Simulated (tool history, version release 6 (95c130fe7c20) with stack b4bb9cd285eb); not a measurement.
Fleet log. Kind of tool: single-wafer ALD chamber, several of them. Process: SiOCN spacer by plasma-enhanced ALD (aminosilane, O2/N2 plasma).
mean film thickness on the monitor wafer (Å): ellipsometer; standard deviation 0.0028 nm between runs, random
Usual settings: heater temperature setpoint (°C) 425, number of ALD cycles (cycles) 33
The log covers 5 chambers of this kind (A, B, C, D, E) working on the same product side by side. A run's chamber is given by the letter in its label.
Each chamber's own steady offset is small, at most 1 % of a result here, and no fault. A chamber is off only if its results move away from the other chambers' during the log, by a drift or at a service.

| run | hour | heater temperature setpoint (°C) | number of ALD cycles (cycles) | hours since the last thermocouple change | read-back reference wafer on the same gauge, thickness_nm | mean film thickness on the monitor wafer (Å) |
|---|---|---|---|---|---|---|
| 1A | 5.4 | 425 | 33 | 1281.6 | 2.0702 | 18.209 |
| 2E | 11.7 | 425 | 33 | 2371.5 | 2.0694 | 18.541 |
| 3B | 18.5 | 425 | 33 | 943.2 | 2.0689 | 18.475 |
| 4C | 23.1 | 425 | 33 | 1255.8 | 2.0690 | 18.293 |
| 5D | 32.2 | 425 | 33 | 2142.7 | 2.0677 | 18.345 |
| 6C | 40.4 | 418 | 37 | 1273.1 | 2.0680 | 20.920 |
|  | 44.6 | chamber B: thermocouple changed; heater temperature recalibrated |
| 7A | 45.3 | 418 | 37 | 1321.5 | 2.0680 | 20.892 |
| 8B | 54.2 | 418 | 37 | 9.6 | 2.0682 | 21.176 |
| 9D | 64.4 | 418 | 37 | 2174.9 | 2.0673 | 20.993 |
| 10E | 74.1 | 418 | 37 | 2433.9 | 2.0666 | 21.228 |
| 11A | 81.3 | 411 | 39 | 1357.5 | 2.0658 | 22.456 |
| 12B | 88.1 | 411 | 39 | 43.5 | 2.0673 | 22.779 |
| 13C | 95.7 | 411 | 39 | 1328.4 | 2.0659 | 22.552 |
|  | 97.5 | chamber E: thermocouple changed; heater temperature recalibrated |
| 14E | 105.5 | 411 | 39 | 8.0 | 2.0653 | 22.861 |
| 15D | 111.3 | 411 | 39 | 2221.8 | 2.0653 | 22.600 |
| 16B | 117.1 | 425 | 33 | 72.5 | 2.0653 | 18.382 |
| 17A | 122.7 | 425 | 33 | 1398.9 | 2.0653 | 18.138 |
| 18C | 130.3 | 425 | 33 | 1363.0 | 2.0652 | 18.145 |
| 19E | 135.8 | 425 | 33 | 38.3 | 2.0644 | 18.486 |
| 20D | 146.1 | 425 | 33 | 2256.6 | 2.0636 | 18.295 |
| 21A | 153.1 | 425 | 33 | 1429.3 | 2.0637 | 18.187 |
| 22D | 162.7 | 425 | 33 | 2273.2 | 2.0628 | 18.306 |
|  | 163.1 | chamber A: thermocouple changed; heater temperature recalibrated |
| 23E | 170.7 | 425 | 33 | 73.2 | 2.0628 | 18.502 |
| 24C | 180.2 | 425 | 33 | 1412.9 | 2.0620 | 18.146 |
| 25B | 184.9 | 425 | 28 | 140.3 | 2.0628 | 15.599 |
| 26E | 193.2 | 425 | 28 | 95.7 | 2.0625 | 15.680 |
| 27D | 203.3 | 425 | 28 | 2313.8 | 2.0612 | 15.537 |
| 28C | 209.9 | 425 | 28 | 1442.6 | 2.0609 | 15.431 |
| 29B | 215.8 | 425 | 28 | 171.2 | 2.0610 | 15.589 |
| 30A | 222.9 | 425 | 33 | 59.9 | 2.0605 | 18.144 |
| 31A | 228.2 | 425 | 33 | 65.2 | 2.0608 | 18.154 |
| 32D | 233.9 | 425 | 33 | 2344.4 | 2.0602 | 18.305 |
| 33C | 241.3 | 425 | 33 | 1474.0 | 2.0591 | 18.130 |
| 34B | 251.4 | 425 | 33 | 206.8 | 2.0592 | 18.368 |
| 35E | 258.0 | 425 | 33 | 160.5 | 2.0592 | 18.489 |
|  | 264.4 | chamber D: thermocouple changed; heater temperature recalibrated |
| 36C | 265.2 | 425 | 33 | 1497.9 | 2.0586 | 18.142 |
| 37B | 271.6 | 425 | 33 | 227.0 | 2.0582 | 18.353 |
| 38E | 281.2 | 425 | 33 | 183.7 | 2.0580 | 18.415 |
| 39A | 290.3 | 425 | 33 | 127.3 | 2.0575 | 18.106 |
| 40D | 296.5 | 425 | 33 | 32.1 | 2.0578 | 18.255 |

Each of the 5 chambers runs these same settings next. Fill in every chamber's results:
| 41A | 304.0 | 425 | 27 |  |  | ? |
| 41B | 304.0 | 425 | 27 |  |  | ? |
| 41C | 304.0 | 425 | 27 |  |  | ? |
| 41D | 304.0 | 425 | 27 |  |  | ? |
| 41E | 304.0 | 425 | 27 |  |  | ? |

| run | mean film thickness on the monitor wafer (Å) |
|---|---|
| 41A | 14.814 |
| 41B | 15.024 |
| 41C | 14.853 |
| 41D | 14.910 |
| 41E | 15.101 |

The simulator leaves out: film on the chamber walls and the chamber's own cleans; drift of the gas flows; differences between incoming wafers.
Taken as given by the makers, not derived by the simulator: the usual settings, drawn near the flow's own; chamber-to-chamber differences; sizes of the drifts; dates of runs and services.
